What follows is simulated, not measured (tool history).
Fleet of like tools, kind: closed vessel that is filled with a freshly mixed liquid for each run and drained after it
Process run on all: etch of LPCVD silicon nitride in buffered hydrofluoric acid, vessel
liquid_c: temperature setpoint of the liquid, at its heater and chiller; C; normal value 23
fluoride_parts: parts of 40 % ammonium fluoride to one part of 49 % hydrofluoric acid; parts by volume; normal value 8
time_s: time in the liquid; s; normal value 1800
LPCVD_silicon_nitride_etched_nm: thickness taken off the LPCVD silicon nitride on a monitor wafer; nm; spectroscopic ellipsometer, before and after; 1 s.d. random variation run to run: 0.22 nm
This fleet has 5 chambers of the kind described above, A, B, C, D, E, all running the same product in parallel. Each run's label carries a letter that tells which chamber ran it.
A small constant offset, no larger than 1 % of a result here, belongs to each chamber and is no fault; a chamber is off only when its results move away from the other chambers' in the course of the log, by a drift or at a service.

run,day,liquid_c,fluoride_parts,time_s,"read-back film thickness of the LPCVD silicon nitride reference wafer, read on the same gauge (nm)",LPCVD_silicon_nitride_etched_nm
1E,0.125,23,8,1800,50.016,28.126
2A,0.221,23,8,1800,50.005,28.149
3D,0.354,23,8,1800,49.98,28.834
4C,0.521,23,8,1800,49.982,28.175
5B,0.692,23,8,1800,49.991,28.209
6C,0.8,23,8,1800,50.016,27.998
7E,0.904,23,8,1800,50.022,28.193
8B,1.033,23,8,1800,50.022,28.451
9A,1.229,23,8,1800,50.003,28.147
10D,1.333,23,8,1800,49.974,28.49
11C,1.462,23,8,1800,50.018,28.464
12D,1.642,23,8,1800,49.996,28.498
13E,1.779,23,8,1800,50.006,27.922
14A,1.946,23,8,1800,50.012,28.304
# day 1.954: chamber E: hydrofluoric acid flow meter replaced
15B,2.138,23,8,1800,50.038,28.652
16C,2.233,23,8,1800,49.97,28.371
17B,2.425,23,8,1800,49.953,28.057
18E,2.529,23,8,1800,49.988,28.107
19D,2.688,23,8,1800,50.002,28.238
20A,2.871,24.5,6,1800,50.051,40.145
21A,3.054,24.5,6,1800,50.022,39.518
22C,3.154,24.5,6,1800,50.016,40.691
23B,3.246,24.5,6,1800,49.972,40.523
24E,3.371,24.5,6,1800,50.003,39.871
25D,3.467,23,8,1800,50.029,28.535
26A,3.65,23,8,1800,50.022,27.788
27E,3.779,23,8,1800,49.989,27.599
28B,3.883,23,8,1800,50.021,27.196
29D,4.092,23,8,1800,49.979,28.372
# day 4.192: chamber D: thermometer replaced
30C,4.25,23,8,1800,49.966,27.897
31C,4.446,20.5,8,1800,50.003,24.579
32B,4.662,20.5,8,1800,50.012,23.631
33A,4.796,20.5,8,1800,49.975,24.663
34D,4.921,20.5,8,1800,50.005,24.646
35E,5.054,20.5,8,1800,49.962,24.267
36A,5.15,23,8,1800,49.99,28.368
37C,5.296,23,8,1800,49.979,28.051
38E,5.429,23,8,1800,50.026,27.865
39D,5.525,23,8,1800,50.044,28.223
40B,5.617,23,8,1800,49.982,26.519
41C,5.754,23,6.5,1800,50.037,34.545
42D,5.95,23,6.5,1800,49.993,35.389

Each of the 5 chambers runs these same settings next. Fill in every chamber's results:
43A,6.108,23,8,1800,,?
43B,6.108,23,8,1800,,?
43C,6.108,23,8,1800,,?
43D,6.108,23,8,1800,,?
43E,6.108,23,8,1800,,?

run,LPCVD_silicon_nitride_etched_nm
43A,28.104
43B,26.451
43C,28.188
43D,28.095
43E,27.929

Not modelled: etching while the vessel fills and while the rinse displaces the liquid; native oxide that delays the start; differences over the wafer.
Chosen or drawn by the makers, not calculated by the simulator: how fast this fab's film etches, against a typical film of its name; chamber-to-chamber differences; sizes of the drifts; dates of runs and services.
